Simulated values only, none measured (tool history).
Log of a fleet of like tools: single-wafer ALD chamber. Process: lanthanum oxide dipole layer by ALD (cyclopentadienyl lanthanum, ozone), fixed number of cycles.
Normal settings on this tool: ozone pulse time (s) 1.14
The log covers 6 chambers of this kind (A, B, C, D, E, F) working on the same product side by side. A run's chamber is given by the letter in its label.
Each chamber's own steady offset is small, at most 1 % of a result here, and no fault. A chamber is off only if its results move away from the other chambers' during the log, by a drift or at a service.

run,day,ozone pulse time (s),hours since the last thermocouple change,hours since the last ozone generator service,"read-back reference wafer on the same gauge, thickness_nm",mean film thickness on the monitor wafer (Å)
1A,0.138,1.14,839.4,124,0.42482,5.1605
2C,0.4,1.14,1960,799.5,0.42539,5.1837
# day 0.475: chamber D: ozone generator serviced
3B,0.604,1.14,2328.4,703.3,0.42492,5.2319
4E,0.821,1.14,255.2,179.7,0.4249,5.186
5D,0.996,1.14,1572.2,12.6,0.42455,5.1866
6F,1.221,1.14,908.6,159.7,0.42537,5.2411
7C,1.362,1.14,1983.1,822.6,0.42488,5.1591
# day 1.512: chamber D: thermocouple changed; heater temperature recalibrated
8A,1.554,1.14,873.4,158,0.42494,5.1246
9B,1.758,1.14,2356.1,731,0.42518,5.205
10F,1.942,1.14,925.9,177,0.42464,5.2072
11D,2.162,0.97,15.6,40.6,0.42508,4.9547
12E,2.417,0.97,293.5,218,0.42507,4.924
13D,2.575,0.97,25.5,50.5,0.4244,4.9587
14E,2.804,0.97,302.8,227.3,0.42469,4.9267
15A,3.088,0.97,910.2,194.8,0.42474,4.9077
16F,3.375,0.97,960.3,211.4,0.42501,4.9903
17B,3.683,1.14,2402.3,777.2,0.42474,5.2611
18C,3.908,1.14,2044.2,883.7,0.42527,5.2091
# day 4.071: chamber B: ozone generator serviced
19D,4.188,1.14,64.2,89.2,0.42483,5.2148
20B,4.35,1.14,2418.3,6.8,0.42489,5.2393
21E,4.554,1.14,344.8,269.3,0.42528,5.2386
22A,4.854,1.14,952.6,237.2,0.4251,5.1191
23F,5.046,1.49,1000.4,251.5,0.42487,5.5525
24C,5.3,1.49,2077.6,917.1,0.42479,5.4833
25C,5.438,1.49,2080.9,920.4,0.42478,5.4904
26A,5.625,1.49,971.1,255.7,0.42553,5.4834
27F,5.8,1.49,1018.5,269.6,0.42455,5.501
28B,6.017,1.49,2458.3,46.8,0.42486,5.5582
29E,6.179,1.14,383.8,308.3,0.4248,5.2003
30D,6.383,1.14,116.9,141.9,0.42449,5.1899
31E,6.667,1.14,395.5,320,0.4249,5.1947
32F,6.979,1.14,1046.8,297.9,0.4254,5.1886
33D,7.258,1.14,137.9,162.9,0.42515,5.237
34A,7.567,1.14,1017.7,302.3,0.4254,5.1507
35B,7.754,1.14,2500,88.5,0.42509,5.2212
36C,7.904,1.48,2140.1,979.6,0.4252,5.4606
37A,8.062,1.48,1029.6,314.2,0.42502,5.4056
38D,8.367,1.48,164.5,189.5,0.42516,5.5167
39F,8.608,1.48,1085.9,337,0.42459,5.5031
40E,8.771,1.48,446,370.5,0.42459,5.4505
41C,9.046,1.48,2167.5,1007,0.42534,5.5002
42B,9.238,1.14,2535.6,124.1,0.42493,5.1835
43F,9.45,1.14,1106.1,357.2,0.42494,5.2251
44C,9.692,1.14,2183,1022.5,0.42494,5.1478

Each of the 6 chambers runs these same settings next. Fill in every chamber's results:
45A,9.917,1.29,,,,?
45B,9.917,1.29,,,,?
45C,9.917,1.29,,,,?
45D,9.917,1.29,,,,?
45E,9.917,1.29,,,,?
45F,9.917,1.29,,,,?

run,mean film thickness on the monitor wafer (Å)
45A,5.303
45B,5.3535
45C,5.3433
45D,5.352
45E,5.3656
45F,5.4081
